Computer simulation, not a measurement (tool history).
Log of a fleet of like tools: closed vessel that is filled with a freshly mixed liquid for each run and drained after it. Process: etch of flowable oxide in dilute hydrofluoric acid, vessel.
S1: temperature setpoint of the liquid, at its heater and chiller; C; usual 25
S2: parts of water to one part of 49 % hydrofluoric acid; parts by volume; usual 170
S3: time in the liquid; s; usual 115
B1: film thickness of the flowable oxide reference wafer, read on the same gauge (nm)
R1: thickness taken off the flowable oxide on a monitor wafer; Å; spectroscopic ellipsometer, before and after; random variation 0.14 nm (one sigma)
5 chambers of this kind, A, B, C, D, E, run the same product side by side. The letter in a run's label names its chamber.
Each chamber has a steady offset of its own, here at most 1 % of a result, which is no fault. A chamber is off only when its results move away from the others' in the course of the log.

run	hour	S1	S2	S3	B1	R1
1D	12.7	25	170	115	109.96	173.18
2C	22.0	25	170	115	109.95	174.68
3A	32.9	25	170	115	109.99	173.37
4E	44.0	25	170	115	109.98	176.28
5B	51.2	25	170	115	110.04	173.31
6C	59.9	25	170	115	110.04	175.87
7B	68.1	25	170	115	109.97	172.79
8A	81.0	25	170	115	110.00	174.78
9E	87.5	25	170	115	109.99	173.42
10D	93.7	25	170	115	110.03	171.00
11A	103.2	25	170	115	110.03	173.57
12E	117.5	25	170	115	109.99	175.66
13B	127.9	25	170	115	109.96	176.64
# hour 130.4: chamber D: hydrofluoric acid flow meter replaced
14C	135.1	25	170	115	110.00	175.77
15D	142.1	25	170	115	110.00	171.35
16E	148.7	25	170	115	109.99	174.10
17D	159.6	25	170	115	110.00	173.03
18A	171.3	25	170	115	110.02	172.98
19C	183.8	25	170	115	109.99	179.78
20B	191.5	25	170	115	110.01	176.12
# hour 195.5: chamber A: hydrofluoric acid flow meter replaced
21A	202.5	25	170	115	109.99	172.31
22D	213.8	25	170	115	109.96	170.89
23B	224.4	25	170	115	110.03	173.05
24E	236.7	25	170	115	110.02	173.80
25C	245.3	25	170	115	110.01	185.80
26C	255.9	25	170	115	109.98	184.42
27B	267.1	25	170	115	110.01	175.07
28E	279.9	25	170	115	110.04	172.63
29A	288.2	25	170	115	110.01	174.03
30D	298.9	25	170	115	110.04	172.73
31C	305.6	25	170	115	110.03	192.24

All 5 chambers run these settings next. Forecast each chamber's results:
32A	315.8	25	170	115		?
32B	315.8	25	170	115		?
32C	315.8	25	170	115		?
32D	315.8	25	170	115		?
32E	315.8	25	170	115		?

run	R1
32A	170.66
32B	176.04
32C	191.39
32D	172.87
32E	175.31

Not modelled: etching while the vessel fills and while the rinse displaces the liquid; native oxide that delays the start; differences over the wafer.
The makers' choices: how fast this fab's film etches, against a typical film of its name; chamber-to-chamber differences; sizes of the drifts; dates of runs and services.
